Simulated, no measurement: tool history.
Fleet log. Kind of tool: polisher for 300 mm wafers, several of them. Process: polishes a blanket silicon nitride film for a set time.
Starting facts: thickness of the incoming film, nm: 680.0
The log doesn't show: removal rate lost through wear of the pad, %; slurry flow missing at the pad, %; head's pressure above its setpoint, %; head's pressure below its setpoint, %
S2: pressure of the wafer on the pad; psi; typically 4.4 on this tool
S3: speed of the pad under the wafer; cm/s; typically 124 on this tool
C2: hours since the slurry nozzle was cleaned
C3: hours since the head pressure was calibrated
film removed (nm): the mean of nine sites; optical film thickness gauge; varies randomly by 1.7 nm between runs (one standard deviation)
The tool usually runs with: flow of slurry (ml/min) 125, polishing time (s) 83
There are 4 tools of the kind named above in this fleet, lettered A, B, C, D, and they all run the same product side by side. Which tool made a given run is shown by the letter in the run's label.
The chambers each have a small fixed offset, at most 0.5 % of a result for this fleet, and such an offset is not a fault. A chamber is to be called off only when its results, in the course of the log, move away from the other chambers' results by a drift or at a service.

run 1B day=0.471 | flow_of_slurry_(ml/min)=125 S2=4.4 S3=124 polishing_time_(s)=83 | wafers_polished_on_this_pad=207 C2=385.2 C3=856.2 | film_removed_(nm)=184.97
run 2A day=1.079 | flow_of_slurry_(ml/min)=125 S2=4.4 S3=124 polishing_time_(s)=83 | wafers_polished_on_this_pad=515 C2=291.6 C3=209.6 | film_removed_(nm)=185.51
-- day=1.221 chamber C: slurry nozzle cleaned
run 3C day=1.504 | flow_of_slurry_(ml/min)=125 S2=4.4 S3=124 polishing_time_(s)=83 | wafers_polished_on_this_pad=1003 C2=6.8 C3=235.5 | film_removed_(nm)=185.85
-- day=1.762 chamber C: worn pad replaced by a new one
run 4D day=2.008 | flow_of_slurry_(ml/min)=125 S2=4.4 S3=124 polishing_time_(s)=83 | wafers_polished_on_this_pad=547 C2=443.8 C3=499.7 | film_removed_(nm)=185.14
run 5C day=2.446 | flow_of_slurry_(ml/min)=125 S2=4.4 S3=124 polishing_time_(s)=83 | wafers_polished_on_this_pad=103 C2=29.4 C3=258.1 | film_removed_(nm)=185.08
run 6D day=2.85 | flow_of_slurry_(ml/min)=125 S2=4.4 S3=124 polishing_time_(s)=83 | wafers_polished_on_this_pad=674 C2=464 C3=519.9 | film_removed_(nm)=183.55
-- day=3.142 chamber A: worn pad replaced by a new one
run 7B day=3.204 | flow_of_slurry_(ml/min)=125 S2=4.4 S3=124 polishing_time_(s)=83 | wafers_polished_on_this_pad=621 C2=450.8 C3=921.8 | film_removed_(nm)=184.76
-- day=3.492 chamber B: worn pad replaced by a new one
run 8A day=3.688 | flow_of_slurry_(ml/min)=125 S2=4.4 S3=124 polishing_time_(s)=83 | wafers_polished_on_this_pad=83 C2=354.2 C3=272.2 | film_removed_(nm)=183.86
run 9A day=4.021 | flow_of_slurry_(ml/min)=125 S2=4.4 S3=124 polishing_time_(s)=83 | wafers_polished_on_this_pad=133 C2=362.2 C3=280.2 | film_removed_(nm)=184.81
run 10B day=4.583 | flow_of_slurry_(ml/min)=125 S2=4.4 S3=124 polishing_time_(s)=83 | wafers_polished_on_this_pad=165 C2=483.9 C3=954.9 | film_removed_(nm)=184.26
run 11D day=4.908 | flow_of_slurry_(ml/min)=125 S2=4.4 S3=124 polishing_time_(s)=83 | wafers_polished_on_this_pad=986 C2=513.4 C3=569.3 | film_removed_(nm)=186.02
-- day=4.929 chamber D: worn pad replaced by a new one
run 12C day=5.375 | flow_of_slurry_(ml/min)=125 S2=4.4 S3=124 polishing_time_(s)=83 | wafers_polished_on_this_pad=547 C2=99.7 C3=328.4 | film_removed_(nm)=186.2
-- day=5.667 chamber A: slurry nozzle cleaned
run 13B day=5.988 | flow_of_slurry_(ml/min)=125 S2=4.4 S3=124 polishing_time_(s)=83 | wafers_polished_on_this_pad=378 C2=517.6 C3=988.6 | film_removed_(nm)=181.28
run 14C day=6.467 | flow_of_slurry_(ml/min)=125 S2=3.5 S3=86 polishing_time_(s)=83 | wafers_polished_on_this_pad=713 C2=125.9 C3=354.6 | film_removed_(nm)=110.67
run 15A day=6.938 | flow_of_slurry_(ml/min)=125 S2=3.5 S3=86 polishing_time_(s)=83 | wafers_polished_on_this_pad=575 C2=30.5 C3=350.2 | film_removed_(nm)=110.01
-- day=7.142 chamber C: worn pad replaced by a new one
run 16D day=7.325 | flow_of_slurry_(ml/min)=125 S2=3.5 S3=86 polishing_time_(s)=83 | wafers_polished_on_this_pad=363 C2=571.4 C3=627.3 | film_removed_(nm)=111.36
-- day=7.388 chamber B: head pressure recalibrated
-- day=7.558 chamber B: worn pad replaced by a new one
run 17A day=7.829 | flow_of_slurry_(ml/min)=125 S2=3.5 S3=86 polishing_time_(s)=83 | wafers_polished_on_this_pad=710 C2=51.9 C3=371.6 | film_removed_(nm)=109.16
-- day=8.292 chamber A: worn pad replaced by a new one
run 18D day=8.308 | flow_of_slurry_(ml/min)=125 S2=4.4 S3=124 polishing_time_(s)=83 | wafers_polished_on_this_pad=512 C2=595 C3=650.9 | film_removed_(nm)=183.07
run 19B day=8.683 | flow_of_slurry_(ml/min)=125 S2=4.4 S3=124 polishing_time_(s)=83 | wafers_polished_on_this_pad=170 C2=582.3 C3=31.1 | film_removed_(nm)=180.29
run 20C day=9.225 | flow_of_slurry_(ml/min)=125 S2=4.4 S3=124 polishing_time_(s)=83 | wafers_polished_on_this_pad=316 C2=192.1 C3=420.8 | film_removed_(nm)=183.27
run 21B day=9.608 | flow_of_slurry_(ml/min)=125 S2=4.4 S3=124 polishing_time_(s)=83 | wafers_polished_on_this_pad=310 C2=604.5 C3=53.3 | film_removed_(nm)=178.34
run 22D day=10.204 | flow_of_slurry_(ml/min)=125 S2=4.4 S3=124 polishing_time_(s)=83 | wafers_polished_on_this_pad=799 C2=640.5 C3=696.4 | film_removed_(nm)=182.01
-- day=10.283 chamber A: head pressure recalibrated
run 23C day=10.554 | flow_of_slurry_(ml/min)=125 S2=4.4 S3=124 polishing_time_(s)=83 | wafers_polished_on_this_pad=517 C2=224 C3=452.7 | film_removed_(nm)=185.75
run 24A day=11.092 | flow_of_slurry_(ml/min)=125 S2=4.4 S3=124 polishing_time_(s)=83 | wafers_polished_on_this_pad=424 C2=130.2 C3=19.5 | film_removed_(nm)=186.58
-- day=11.304 chamber D: worn pad replaced by a new one
run 25B day=11.4 | flow_of_slurry_(ml/min)=125 S2=4.4 S3=124 polishing_time_(s)=83 | wafers_polished_on_this_pad=582 C2=647.5 C3=96.3 | film_removed_(nm)=178.23
-- day=11.512 chamber B: worn pad replaced by a new one
run 26C day=11.917 | flow_of_slurry_(ml/min)=125 S2=3 S3=124 polishing_time_(s)=83 | wafers_polished_on_this_pad=724 C2=256.7 C3=485.4 | film_removed_(nm)=125.01
run 27A day=12.333 | flow_of_slurry_(ml/min)=125 S2=3 S3=124 polishing_time_(s)=83 | wafers_polished_on_this_pad=612 C2=160 C3=49.3 | film_removed_(nm)=124.78
run 28D day=12.858 | flow_of_slurry_(ml/min)=125 S2=3 S3=124 polishing_time_(s)=83 | wafers_polished_on_this_pad=235 C2=704.2 C3=760.1 | film_removed_(nm)=125.99
-- day=13.212 chamber A: worn pad replaced by a new one
run 29A day=13.308 | flow_of_slurry_(ml/min)=125 S2=3 S3=124 polishing_time_(s)=83 | wafers_polished_on_this_pad=14 C2=183.4 C3=72.7 | film_removed_(nm)=125.24
run 30C day=13.679 | flow_of_slurry_(ml/min)=125 S2=4.4 S3=124 polishing_time_(s)=83 | wafers_polished_on_this_pad=991 C2=299 C3=527.7 | film_removed_(nm)=183.96
run 31D day=14.067 | flow_of_slurry_(ml/min)=125 S2=4.4 S3=124 polishing_time_(s)=83 | wafers_polished_on_this_pad=418 C2=733.2 C3=789.1 | film_removed_(nm)=184.19
run 32B day=14.671 | flow_of_slurry_(ml/min)=125 S2=4.4 S3=124 polishing_time_(s)=83 | wafers_polished_on_this_pad=479 C2=726 C3=174.8 | film_removed_(nm)=176.93
run 33B day=14.958 | flow_of_slurry_(ml/min)=125 S2=4.4 S3=124 polishing_time_(s)=83 | wafers_polished_on_this_pad=522 C2=732.9 C3=181.7 | film_removed_(nm)=171.85

Each of the 4 chambers runs these same settings next. Fill in every chamber's results:
run 34A day=15.404 | flow_of_slurry_(ml/min)=125 S2=4.4 S3=124 polishing_time_(s)=83 | film_removed_(nm)=?
run 34B day=15.404 | flow_of_slurry_(ml/min)=125 S2=4.4 S3=124 polishing_time_(s)=83 | film_removed_(nm)=?
run 34C day=15.404 | flow_of_slurry_(ml/min)=125 S2=4.4 S3=124 polishing_time_(s)=83 | film_removed_(nm)=?
run 34D day=15.404 | flow_of_slurry_(ml/min)=125 S2=4.4 S3=124 polishing_time_(s)=83 | film_removed_(nm)=?

run=34A film_removed_(nm)=183.71
run=34B film_removed_(nm)=172.84
run=34C film_removed_(nm)=184.74
run=34D film_removed_(nm)=184.82

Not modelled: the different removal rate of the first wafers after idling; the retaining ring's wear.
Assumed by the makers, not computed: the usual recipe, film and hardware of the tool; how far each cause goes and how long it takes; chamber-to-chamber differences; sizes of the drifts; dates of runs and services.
